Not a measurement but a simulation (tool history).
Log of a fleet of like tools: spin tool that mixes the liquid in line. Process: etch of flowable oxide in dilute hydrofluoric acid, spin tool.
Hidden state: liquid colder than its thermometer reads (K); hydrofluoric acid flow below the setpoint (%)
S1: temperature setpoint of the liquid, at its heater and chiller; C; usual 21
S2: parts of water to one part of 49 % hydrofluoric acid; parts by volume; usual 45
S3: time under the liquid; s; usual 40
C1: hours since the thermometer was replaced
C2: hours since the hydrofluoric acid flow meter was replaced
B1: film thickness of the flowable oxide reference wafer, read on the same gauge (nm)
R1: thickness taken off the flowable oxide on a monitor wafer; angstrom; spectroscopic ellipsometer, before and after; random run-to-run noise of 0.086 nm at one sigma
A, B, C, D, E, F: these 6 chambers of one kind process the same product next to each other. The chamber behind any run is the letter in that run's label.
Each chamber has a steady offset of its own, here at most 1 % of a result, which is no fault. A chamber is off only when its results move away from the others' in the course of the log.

| run | hour | S1 | S2 | S3 | C1 | C2 | B1 | R1 |
|---|---|---|---|---|---|---|---|---|
| 1E | 10.8 | 21 | 45 | 40 | 570.3 | 210 | 149.96 | 268.18 |
| 2A | 20 | 21 | 45 | 40 | 1544.7 | 314.2 | 149.99 | 268.36 |
| 3D | 30.9 | 21 | 45 | 40 | 1546.3 | 376.1 | 149.98 | 268.1 |
| 4B | 39.8 | 21 | 45 | 40 | 1729.6 | 710.6 | 150.05 | 268.54 |
| 5F | 46.4 | 21 | 45 | 40 | 136.7 | 61.9 | 150.01 | 268.12 |
| 6C | 57.4 | 21 | 45 | 40 | 201.7 | 560.2 | 150.02 | 268.3 |
| 7B | 65.5 | 21 | 45 | 40 | 1755.3 | 736.3 | 149.99 | 266.54 |
| 8C | 75.7 | 21 | 45 | 40 | 220 | 578.5 | 149.97 | 267.91 |
| 9A | 87.6 | 21 | 35 | 40 | 1612.3 | 381.8 | 149.95 | 351.21 |
| 10D | 95.2 | 21 | 35 | 40 | 1610.6 | 440.4 | 149.96 | 349.49 |
| 11F | 104 | 21 | 35 | 40 | 194.3 | 119.5 | 150.03 | 347.63 |
| 12E | 114.3 | 21 | 35 | 40 | 673.8 | 313.5 | 150.01 | 350.28 |
| 13F | 124.9 | 21 | 35 | 40 | 215.2 | 140.4 | 150 | 351.82 |
|  | 129.4 | chamber D: hydrofluoric acid flow meter replaced |
| 14B | 135.5 | 21 | 35 | 40 | 1825.3 | 806.3 | 149.97 | 344.87 |
| 15E | 142.5 | 21 | 45 | 40 | 702 | 341.7 | 150.01 | 268.24 |
| 16D | 154.4 | 21 | 45 | 40 | 1669.8 | 25 | 150.01 | 268.31 |
| 17A | 160.7 | 21 | 45 | 40 | 1685.4 | 454.9 | 149.99 | 268.69 |
| 18C | 171.5 | 21 | 45 | 40 | 315.8 | 674.3 | 150.05 | 268.71 |
| 19A | 180.6 | 21 | 45 | 40 | 1705.3 | 474.8 | 149.99 | 269.03 |
| 20C | 187.7 | 21 | 45 | 40 | 332 | 690.5 | 150.05 | 269.3 |
| 21D | 193.5 | 21 | 45 | 40 | 1708.9 | 64.1 | 150.01 | 267.59 |
| 22B | 201.9 | 21 | 45 | 40 | 1891.7 | 872.7 | 150.01 | 266.91 |
| 23E | 208.1 | 21 | 45 | 40 | 767.6 | 407.3 | 150.03 | 268.57 |
| 24F | 214 | 21 | 45 | 40 | 304.3 | 229.5 | 150.04 | 267.77 |
| 25F | 225.1 | 21 | 45 | 40 | 315.4 | 240.6 | 149.97 | 266.96 |
| 26A | 233.1 | 21 | 45 | 40 | 1757.8 | 527.3 | 150.04 | 266.36 |
| 27E | 244.6 | 21 | 45 | 40 | 804.1 | 443.8 | 150.03 | 269.03 |
| 28C | 254.6 | 21 | 45 | 40 | 398.9 | 757.4 | 149.97 | 267.86 |
| 29D | 260.5 | 21 | 45 | 40 | 1775.9 | 131.1 | 149.99 | 270.04 |
| 30B | 266.5 | 21 | 45 | 55 | 1956.3 | 937.3 | 149.95 | 367.32 |
| 31C | 277.7 | 21 | 45 | 55 | 422 | 780.5 | 150.02 | 370.14 |
| 32B | 284.7 | 21 | 45 | 55 | 1974.5 | 955.5 | 150.04 | 366.51 |
| 33E | 290.8 | 21 | 45 | 55 | 850.3 | 490 | 149.99 | 367.52 |
| 34A | 299.2 | 21 | 45 | 55 | 1823.9 | 593.4 | 150 | 367.91 |
| 35D | 309.8 | 21 | 45 | 55 | 1825.2 | 180.4 | 149.95 | 369.11 |
| 36F | 321 | 21 | 45 | 40 | 411.3 | 336.5 | 150 | 263.87 |
| 37B | 330.8 | 21 | 45 | 40 | 2020.6 | 1001.6 | 149.97 | 265.47 |
| 38C | 339.1 | 21 | 45 | 40 | 483.4 | 841.9 | 149.98 | 268.64 |
| 39A | 345.6 | 21 | 45 | 40 | 1870.3 | 639.8 | 150.02 | 270.26 |
| 40F | 352.3 | 21 | 45 | 40 | 442.6 | 367.8 | 150.06 | 263.82 |
| 41D | 359.9 | 21 | 45 | 40 | 1875.3 | 230.5 | 150.02 | 268.06 |
| 42E | 371.2 | 21 | 45 | 40 | 930.7 | 570.4 | 150 | 267.77 |

All chambers now run identical settings, listed one chamber a line with results as question marks. What results will each chamber show?
| 43A | 380.1 | 21 | 45 | 40 |  |  |  | ? |
| 43B | 380.1 | 21 | 45 | 40 |  |  |  | ? |
| 43C | 380.1 | 21 | 45 | 40 |  |  |  | ? |
| 43D | 380.1 | 21 | 45 | 40 |  |  |  | ? |
| 43E | 380.1 | 21 | 45 | 40 |  |  |  | ? |
| 43F | 380.1 | 21 | 45 | 40 |  |  |  | ? |

| run | R1 |
|---|---|
| 43A | 268.15 |
| 43B | 266.16 |
| 43C | 268.85 |
| 43D | 267.06 |
| 43E | 266.26 |
| 43F | 263.1 |
